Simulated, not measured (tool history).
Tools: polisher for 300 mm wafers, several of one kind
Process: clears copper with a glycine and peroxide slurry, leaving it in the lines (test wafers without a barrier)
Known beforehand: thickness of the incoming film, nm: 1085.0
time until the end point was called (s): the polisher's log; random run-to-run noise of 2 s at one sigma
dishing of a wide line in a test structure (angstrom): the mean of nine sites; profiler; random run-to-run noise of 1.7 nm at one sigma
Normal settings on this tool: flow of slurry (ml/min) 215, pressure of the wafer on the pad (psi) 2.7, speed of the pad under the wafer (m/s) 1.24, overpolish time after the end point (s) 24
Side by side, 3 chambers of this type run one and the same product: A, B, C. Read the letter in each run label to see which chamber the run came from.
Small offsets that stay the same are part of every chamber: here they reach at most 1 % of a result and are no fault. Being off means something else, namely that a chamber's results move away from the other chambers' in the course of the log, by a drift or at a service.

| run | hour | flow of slurry (ml/min) | pressure of the wafer on the pad (psi) | speed of the pad under the wafer (m/s) | overpolish time after the end point (s) | wafers polished on this pad | hours since the slurry nozzle was cleaned | hours since the head pressure was calibrated | time until the end point was called (s) | dishing of a wide line in a test structure (angstrom) |
|---|---|---|---|---|---|---|---|---|---|---|
|  | 9.3 | chamber C: worn pad replaced by a new one |
|  | 9.7 | chamber C: slurry nozzle cleaned |
| 1B | 12.2 | 215 | 2.7 | 1.24 | 24 | 433 | 670.7 | 385.4 | 202.05 | 704.53 |
| 2C | 20.9 | 215 | 2.7 | 1.24 | 24 | 93 | 11.3 | 679.1 | 207.14 | 749.18 |
| 3A | 36.8 | 215 | 2.7 | 1.24 | 24 | 323 | 55.4 | 211 | 205.46 | 760.65 |
| 4C | 51.8 | 215 | 2.7 | 1.24 | 24 | 341 | 42.2 | 710 | 201.48 | 736.73 |
| 5B | 64.9 | 215 | 2.7 | 1.24 | 24 | 857 | 723.4 | 438.1 | 203.54 | 737.1 |
| 6A | 79.5 | 215 | 2.7 | 1.24 | 24 | 667 | 98.1 | 253.7 | 205.29 | 695.19 |
| 7A | 86.8 | 215 | 2.7 | 1.24 | 24 | 725 | 105.4 | 261 | 202.13 | 692.79 |
| 8C | 93.8 | 215 | 2.7 | 1.24 | 24 | 679 | 84.2 | 752 | 205.48 | 713.22 |
| 9B | 108.4 | 215 | 2 | 1.24 | 24 | 1206 | 766.9 | 481.6 | 259.98 | 606.23 |
|  | 108.5 | chamber B: slurry nozzle cleaned |
|  | 113 | chamber C: worn pad replaced by a new one |
|  | 115.6 | chamber A: worn pad replaced by a new one |
|  | 118.7 | chamber B: worn pad replaced by a new one |
| 10A | 121.1 | 215 | 2 | 1.24 | 24 | 44 | 139.7 | 295.3 | 254.07 | 586.1 |
| 11B | 129.1 | 215 | 2 | 1.24 | 24 | 83 | 20.7 | 502.3 | 258.03 | 593.15 |
| 12C | 142.1 | 215 | 2.7 | 1.24 | 24 | 234 | 132.5 | 800.3 | 205.14 | 732.81 |
| 13B | 150 | 215 | 2.7 | 1.24 | 24 | 252 | 41.6 | 523.2 | 199.96 | 704.7 |
| 14C | 165.8 | 215 | 2.7 | 1.24 | 24 | 425 | 156.2 | 824 | 203.17 | 732.5 |
| 15A | 176.9 | 215 | 2.7 | 1.24 | 24 | 493 | 195.5 | 351.1 | 202.05 | 735.54 |
| 16C | 191.4 | 215 | 2.7 | 1.24 | 24 | 631 | 181.8 | 849.6 | 204.41 | 688.48 |
|  | 203.2 | chamber A: slurry nozzle cleaned |
| 17B | 207 | 215 | 2.7 | 1.24 | 24 | 710 | 98.6 | 580.2 | 202.62 | 704.67 |
|  | 208 | chamber C: worn pad replaced by a new one |
| 18A | 216.4 | 215 | 2.7 | 1.24 | 24 | 811 | 13.3 | 390.6 | 206.5 | 730.59 |
|  | 222.4 | chamber A: worn pad replaced by a new one |
| 19A | 223.6 | 215 | 2.7 | 1.24 | 24 | 9 | 20.5 | 397.8 | 202.17 | 740.34 |
| 20B | 231.7 | 215 | 2.7 | 1.24 | 24 | 908 | 123.3 | 604.9 | 198.97 | 727.35 |
| 21C | 240.6 | 215 | 2.7 | 1.24 | 24 | 262 | 231 | 898.8 | 204.17 | 719.5 |
|  | 252.2 | chamber B: worn pad replaced by a new one |
| 22A | 253.9 | 215 | 2.7 | 1.24 | 24 | 253 | 50.8 | 428.1 | 203.7 | 739.09 |
| 23C | 266.7 | 215 | 2.7 | 1.24 | 24 | 472 | 257.1 | 924.9 | 200.89 | 750.44 |
| 24B | 278.4 | 215 | 2.7 | 1.24 | 24 | 210 | 170 | 651.6 | 205.83 | 740.35 |
|  | 292.1 | chamber C: worn pad replaced by a new one |
| 25C | 294.1 | 215 | 2.7 | 0.86 | 36 | 16 | 284.5 | 952.3 | 272.02 | 771.88 |
| 26A | 304.2 | 215 | 2.7 | 0.86 | 36 | 657 | 101.1 | 478.4 | 269.38 | 816.36 |
| 27B | 318.6 | 215 | 2.7 | 0.86 | 36 | 534 | 210.2 | 691.8 | 269.76 | 789.72 |
| 28B | 332.1 | 215 | 2.7 | 1.24 | 24 | 642 | 223.7 | 705.3 | 198.96 | 713.41 |
| 29A | 341.3 | 215 | 2.7 | 1.24 | 24 | 955 | 138.2 | 515.5 | 202.07 | 743.34 |
|  | 343.8 | chamber A: worn pad replaced by a new one |
|  | 346.3 | chamber C: slurry nozzle cleaned |
| 30C | 350 | 215 | 2.7 | 1.24 | 24 | 465 | 3.8 | 1008.2 | 206.42 | 695.77 |
| 31A | 364 | 215 | 2.7 | 1.24 | 24 | 162 | 160.9 | 538.2 | 204.15 | 738.68 |
|  | 377.9 | chamber C: worn pad replaced by a new one |
| 32C | 378.4 | 215 | 2.7 | 1.24 | 24 | 4 | 32.2 | 1036.6 | 204.19 | 726.24 |
|  | 384.3 | chamber B: worn pad replaced by a new one |
| 33B | 386.5 | 215 | 3.6 | 1.24 | 24 | 17 | 278.1 | 759.7 | 156.75 | 875.94 |
| 34C | 395.7 | 215 | 3.6 | 1.24 | 24 | 143 | 49.5 | 1053.9 | 155.99 | 877.54 |

One chamber off, gauge drift, or nothing amiss beyond the chambers' own small offsets? If it is a chamber, which one, and what is the likeliest cause?

All chambers stay in line apart from their small fixed offsets, and the gauge does not drift.
